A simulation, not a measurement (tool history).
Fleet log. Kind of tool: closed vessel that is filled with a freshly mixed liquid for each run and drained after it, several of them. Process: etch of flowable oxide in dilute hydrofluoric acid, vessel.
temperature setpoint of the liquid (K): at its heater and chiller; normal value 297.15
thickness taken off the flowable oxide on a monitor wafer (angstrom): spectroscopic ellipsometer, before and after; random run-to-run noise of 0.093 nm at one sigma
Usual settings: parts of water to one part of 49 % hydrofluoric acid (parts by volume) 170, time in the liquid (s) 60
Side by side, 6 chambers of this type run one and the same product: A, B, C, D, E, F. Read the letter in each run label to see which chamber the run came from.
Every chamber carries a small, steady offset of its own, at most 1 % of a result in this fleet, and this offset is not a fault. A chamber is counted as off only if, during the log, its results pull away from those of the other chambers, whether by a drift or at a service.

| run | hour | temperature setpoint of the liquid (K) | parts of water to one part of 49 % hydrofluoric acid (parts by volume) | time in the liquid (s) | read-back film thickness of the flowable oxide reference wafer, read on the same gauge (nm) | thickness taken off the flowable oxide on a monitor wafer (angstrom) |
|---|---|---|---|---|---|---|
| 1C | 2.3 | 297.15 | 170 | 60 | 80 | 121.74 |
| 2D | 7.2 | 297.15 | 170 | 60 | 79.985 | 118.76 |
| 3A | 10.5 | 297.15 | 170 | 60 | 80.006 | 119.3 |
| 4E | 15.5 | 297.15 | 170 | 60 | 79.987 | 119.32 |
| 5B | 18.1 | 297.15 | 170 | 60 | 79.958 | 120.98 |
| 6F | 22.7 | 297.15 | 170 | 60 | 80.007 | 121.19 |
| 7D | 26.7 | 297.15 | 170 | 60 | 79.975 | 118.57 |
|  | 29.1 | chamber A: thermometer replaced |
| 8C | 31.9 | 297.15 | 170 | 60 | 79.96 | 121.31 |
| 9B | 35.5 | 297.15 | 170 | 60 | 79.992 | 121.33 |
| 10F | 38.9 | 297.15 | 170 | 60 | 80.004 | 121.2 |
| 11E | 41.9 | 297.15 | 170 | 60 | 79.993 | 117.03 |
| 12A | 46.8 | 297.15 | 170 | 60 | 80.013 | 121.63 |
| 13A | 49.2 | 297.15 | 170 | 60 | 79.978 | 123.01 |
| 14B | 53.6 | 297.15 | 170 | 35 | 79.972 | 70.564 |
| 15E | 57.4 | 297.15 | 170 | 35 | 79.983 | 69.193 |
| 16F | 62 | 297.15 | 170 | 35 | 79.975 | 70.614 |
| 17C | 66.1 | 297.15 | 170 | 35 | 79.963 | 70.175 |
| 18D | 71.1 | 297.15 | 170 | 35 | 79.977 | 69.355 |
| 19E | 75.8 | 297.15 | 170 | 35 | 80.036 | 67.708 |
| 20D | 80.1 | 297.15 | 170 | 60 | 80.017 | 118.49 |
| 21C | 82.8 | 297.15 | 170 | 60 | 79.981 | 119.77 |
| 22F | 86.7 | 297.15 | 170 | 60 | 79.984 | 122.41 |
| 23A | 91.5 | 297.15 | 170 | 60 | 80.009 | 122.05 |
| 24B | 95 | 297.15 | 170 | 60 | 80.015 | 120.39 |
| 25F | 99.3 | 297.15 | 170 | 60 | 80.013 | 121.05 |
| 26C | 102.2 | 297.15 | 120 | 35 | 80.046 | 105.77 |
| 27A | 105.3 | 297.15 | 120 | 35 | 80.017 | 107.08 |
| 28D | 107.8 | 297.15 | 120 | 35 | 79.982 | 103.84 |
| 29E | 112.4 | 297.15 | 120 | 35 | 79.968 | 101.47 |
| 30B | 114.8 | 297.15 | 120 | 35 | 80.028 | 107.36 |
| 31E | 119.6 | 297.15 | 120 | 35 | 79.99 | 99.158 |
| 32A | 124.8 | 297.15 | 170 | 60 | 80.005 | 120.21 |
| 33F | 128.9 | 297.15 | 170 | 60 | 79.993 | 120.08 |
| 34C | 132.3 | 297.15 | 170 | 60 | 79.976 | 121.39 |
| 35B | 136.4 | 297.15 | 170 | 60 | 80.017 | 119.75 |
| 36D | 141.2 | 297.15 | 170 | 60 | 80.001 | 120.03 |
| 37D | 145.9 | 297.15 | 170 | 60 | 80 | 119.18 |
| 38C | 149.3 | 297.15 | 170 | 60 | 80.007 | 120.87 |
| 39F | 153.5 | 297.15 | 170 | 60 | 79.977 | 120.41 |
| 40E | 156.4 | 297.15 | 170 | 60 | 80.031 | 111.13 |

Is one chamber off against the others, does the gauge drift, or is nothing wrong? If a chamber is off, say which, and what the likeliest cause is.

It is chamber E that slowly wanders off from its peers.
Cause: hydrofluoric acid flow below the setpoint (%) = 6.46.
With only this log, it may be confused with: liquid colder than its thermometer reads (K).

Chamber E could run next with any of the 4 candidate recipes listed below; each alters the usual settings, and their results appear as question marks. Which one brings its results back in line with what the other chambers deliver on the usual settings?
Allowed miss from the other chambers' usual-settings mean, per result, to count as in line: thickness taken off the flowable oxide on a monitor wafer (angstrom) 3.3
| 41E-1 | 160.1 | 297.15 | 170 | 55 |  | ? |
| 41E-2 | 160.1 | 297.15 | 165 | 60 |  | ? |
| 41E-3 | 160.1 | 297.15 | 170 | 65 |  | ? |
| 41E-4 | 160.1 | 297.15 | 175 | 60 |  | ? |

Average result of the remaining chambers running the usual settings: thickness taken off the flowable oxide on a monitor wafer (angstrom) 120.69
| run | thickness taken off the flowable oxide on a monitor wafer (angstrom) |
|---|---|
| 41E-1 | 100.99 |
| 41E-2 | 114.16 |
| 41E-3 | 119.35 |
| 41E-4 | 106.4 |
It is 41E-3 that realigns the chamber with its peers.
